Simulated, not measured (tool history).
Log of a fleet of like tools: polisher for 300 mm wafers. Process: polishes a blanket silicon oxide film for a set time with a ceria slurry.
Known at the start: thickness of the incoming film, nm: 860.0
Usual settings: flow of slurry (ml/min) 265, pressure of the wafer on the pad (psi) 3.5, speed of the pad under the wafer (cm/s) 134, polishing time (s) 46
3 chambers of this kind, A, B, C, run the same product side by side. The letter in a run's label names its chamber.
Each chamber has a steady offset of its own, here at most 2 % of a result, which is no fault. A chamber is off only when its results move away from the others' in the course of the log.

run,hour,flow of slurry (ml/min),pressure of the wafer on the pad (psi),speed of the pad under the wafer (cm/s),polishing time (s),wafers polished on this pad,hours since the slurry nozzle was cleaned,hours since the head pressure was calibrated,film removed (nm)
# hour 3.7: chamber B: worn pad replaced by a new one
1A,4.1,265,3.5,134,46,325,133.6,141.2,361.05
2B,8.2,265,3.5,134,46,46,481.1,1197.8,363.31
3C,13.4,265,3.5,134,46,269,117.0,691.7,369.59
4A,17.6,265,3.5,134,46,462,147.1,154.7,358.37
5B,20.0,265,3.5,134,46,165,492.9,1209.6,353.43
6C,24.2,265,3.5,134,46,378,127.8,702.5,365.51
# hour 25.7: chamber A: worn pad replaced by a new one
7C,27.1,265,3.5,134,46,408,130.7,705.4,361.01
8A,31.8,265,3.5,134,46,62,161.3,168.9,358.52
9B,36.7,265,3.5,134,38,334,509.6,1226.3,296.26
10C,39.6,265,3.5,134,38,534,143.2,717.9,305.61
11B,45.1,265,3.5,134,38,420,518.0,1234.7,294.20
12A,47.5,265,3.5,134,52,221,177.0,184.6,413.55
13B,51.6,265,3.5,134,52,485,524.5,1241.2,406.62
14A,55.0,265,3.5,134,52,296,184.5,192.1,411.37
15C,59.5,265,3.5,134,46,736,163.1,737.8,374.73
16C,62.7,265,3.5,134,46,768,166.3,741.0,367.57
17B,67.0,265,3.5,134,46,641,539.9,1256.6,352.77
18A,71.6,265,3.5,134,46,465,201.1,208.7,356.81
# hour 74.8: chamber B: worn pad replaced by a new one
19C,75.4,265,3.5,134,46,897,179.0,753.7,378.68
20A,79.3,265,3.5,134,46,543,208.8,216.4,373.52
21B,83.1,265,3.5,134,46,84,556.0,1272.7,355.92
22B,86.6,265,3.5,134,46,119,559.5,1276.2,359.94
# hour 88.0: chamber A: worn pad replaced by a new one
23A,91.2,265,3.5,134,46,33,220.7,228.3,360.16
24C,95.2,265,3.5,134,46,1097,198.8,773.5,382.23
25B,97.7,265,3.5,114,31,232,570.6,1287.3,206.15
# hour 98.3: chamber C: worn pad replaced by a new one
26C,103.1,265,3.5,114,31,49,206.7,781.4,222.27
27A,107.5,265,3.5,114,31,198,237.0,244.6,209.04
28B,112.8,265,3.5,134,46,385,585.7,1302.4,353.88
# hour 116.5: chamber A: slurry nozzle cleaned
29A,117.9,265,3.5,134,46,303,1.5,255.0,367.74
30C,121.1,265,3.5,134,46,231,224.7,799.4,385.05
31B,124.0,265,3.5,134,46,498,596.9,1313.6,356.52
32C,129.2,265,3.5,134,46,313,232.8,807.5,390.43
33A,132.8,265,3.5,134,46,454,16.4,269.9,356.66
34B,138.0,265,3.5,134,46,640,610.9,1327.6,352.04
# hour 140.8: chamber A: worn pad replaced by a new one
35C,142.2,265,2.9,106,46,445,245.8,820.5,260.97
36A,146.7,265,2.9,106,46,60,30.3,283.8,232.85
# hour 149.2: chamber B: worn pad replaced by a new one
37A,149.3,265,2.9,106,46,86,32.9,286.4,231.10
38B,151.9,265,3.5,134,46,28,624.8,1341.5,358.72
39C,157.2,265,3.5,134,46,596,260.8,835.5,405.90

Is one chamber off against the others, does the gauge drift, or is nothing wrong? If a chamber is off, say which, and what the likeliest cause is.

Chamber C drifts away from the others.
Cause: head's pressure above its setpoint, % = 10.8.

Here are 4 candidates for chamber C's next run, each the usual settings with a change, their results left as question marks. Which one brings its results back in line with what the others give on the usual settings?
In line means no further than this from the other chambers' mean on the usual settings: film removed (nm) 15.00
40C-1,161.2,265,3.5,134,44,,,,?
40C-2,161.2,270,3.9,134,46,,,,?
40C-3,161.2,265,3.4,130,44,,,,?
40C-4,161.2,265,3.5,136,47,,,,?

The other chambers' mean on the usual settings: film removed (nm) 360.06
run,film removed (nm)
40C-1,388.79
40C-2,453.80
40C-3,366.51
40C-4,421.42
40C-3 brings the chamber back in line.
